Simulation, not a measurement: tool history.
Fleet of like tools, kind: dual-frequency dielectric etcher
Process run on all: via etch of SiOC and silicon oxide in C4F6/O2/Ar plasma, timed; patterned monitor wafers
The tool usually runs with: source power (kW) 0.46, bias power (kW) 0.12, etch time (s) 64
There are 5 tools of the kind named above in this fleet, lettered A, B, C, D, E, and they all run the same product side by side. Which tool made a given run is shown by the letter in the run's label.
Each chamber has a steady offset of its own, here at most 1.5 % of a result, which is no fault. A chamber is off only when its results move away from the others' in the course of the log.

run   hour  source power (kW)  bias power (kW)  etch time (s)  read-back reference wafer on the same gauge, depth_nm  mean etch depth across the wafer (nm)
 1D    6.3               0.46             0.12             64                                                 76.866                                  66.91
 2B   17.7               0.46             0.12             64                                                 76.858                                 66.901
 3C   25.4               0.46             0.12             64                                                 76.856                                 68.039
 4A   30.9               0.46             0.12             64                                                 76.838                                 66.489
 5E   42.2               0.46             0.12             64                                                 76.873                                 67.487
 6C   50.1               0.46             0.12             64                                                 76.862                                 68.003
 7A   61.9               0.46             0.12             64                                                 76.835                                 66.691
 8E   69.3                0.4             0.12             64                                                 76.796                                  63.76
 9D   79.9                0.4             0.12             64                                                 76.781                                 62.975
10B   87.8                0.4             0.12             64                                                 76.779                                 63.376
11A   97.2                0.4             0.12             64                                                 76.783                                 62.911
12D  108.1                0.4             0.12             64                                                 76.764                                 62.801
13C  114.7               0.46             0.12             64                                                 76.745                                 68.074
14E  125.6               0.46             0.12             64                                                  76.69                                 67.236
15B  134.6               0.46             0.12             64                                                   76.7                                 66.646
16E  142.4               0.46             0.12             64                                                 76.717                                 67.149
17D  149.8               0.46             0.12             64                                                 76.715                                 66.434
18A  155.7               0.46             0.12             64                                                 76.681                                  66.37
19C  167.3               0.46             0.12             64                                                 76.674                                 67.778
     173.2  -- chamber B: wet clean of the chamber
20B    178               0.46             0.12             64                                                 76.653                                 66.589
21B  189.6               0.46             0.12             64                                                 76.642                                 66.747
22E  198.8               0.46             0.12             64                                                 76.645                                 67.218
     203.7  -- chamber A: wet clean of the chamber
23A  207.2               0.46             0.12             64                                                 76.601                                 66.707
24C  214.6               0.46             0.12             64                                                 76.593                                  67.75
       223  -- chamber D: wet clean of the chamber
25D  223.1               0.46             0.12             64                                                 76.595                                 66.407
     227.2  -- chamber E: wet clean of the chamber
26B  232.1               0.46             0.12             64                                                 76.608                                 66.531
27A  238.1               0.46             0.12             64                                                 76.569                                 66.293
28D  248.4               0.46             0.12             64                                                 76.552                                 66.402
29E  258.5               0.46             0.12             64                                                 76.563                                 67.147
30C  268.2               0.46             0.12             64                                                 76.537                                 67.855
31A    278               0.46             0.12             64                                                 76.512                                 66.329
32B  283.8               0.46             0.12             64                                                 76.517                                  66.48
33C  291.1               0.46             0.12             64                                                 76.531                                 67.622
34D  300.4               0.46             0.12             64                                                 76.499                                 66.186
35E  307.4               0.46             0.12             64                                                 76.488                                 66.935
36C  313.4               0.46             0.12             64                                                 76.505                                 67.795
37D  319.6               0.46             0.12             64                                                 76.483                                 66.331
38E  330.8               0.46             0.12             64                                                 76.447                                 67.135
39B  339.1               0.46             0.12             64                                                 76.448                                 66.427
40A  347.2               0.52             0.12           46.5                                                 76.411                                  50.59
41E  357.8               0.52             0.12           46.5                                                   76.4                                 51.168

Which is it: a chamber that has drifted or been left off by a service, a gauge drift common to all chambers, or only each chamber's usual small offset? If a chamber is off, name it and its likeliest cause.

The gauge drifts, so all chambers seem to drift together. No chamber is off.
What lies behind it: gauge reads low (%) = 0.632.
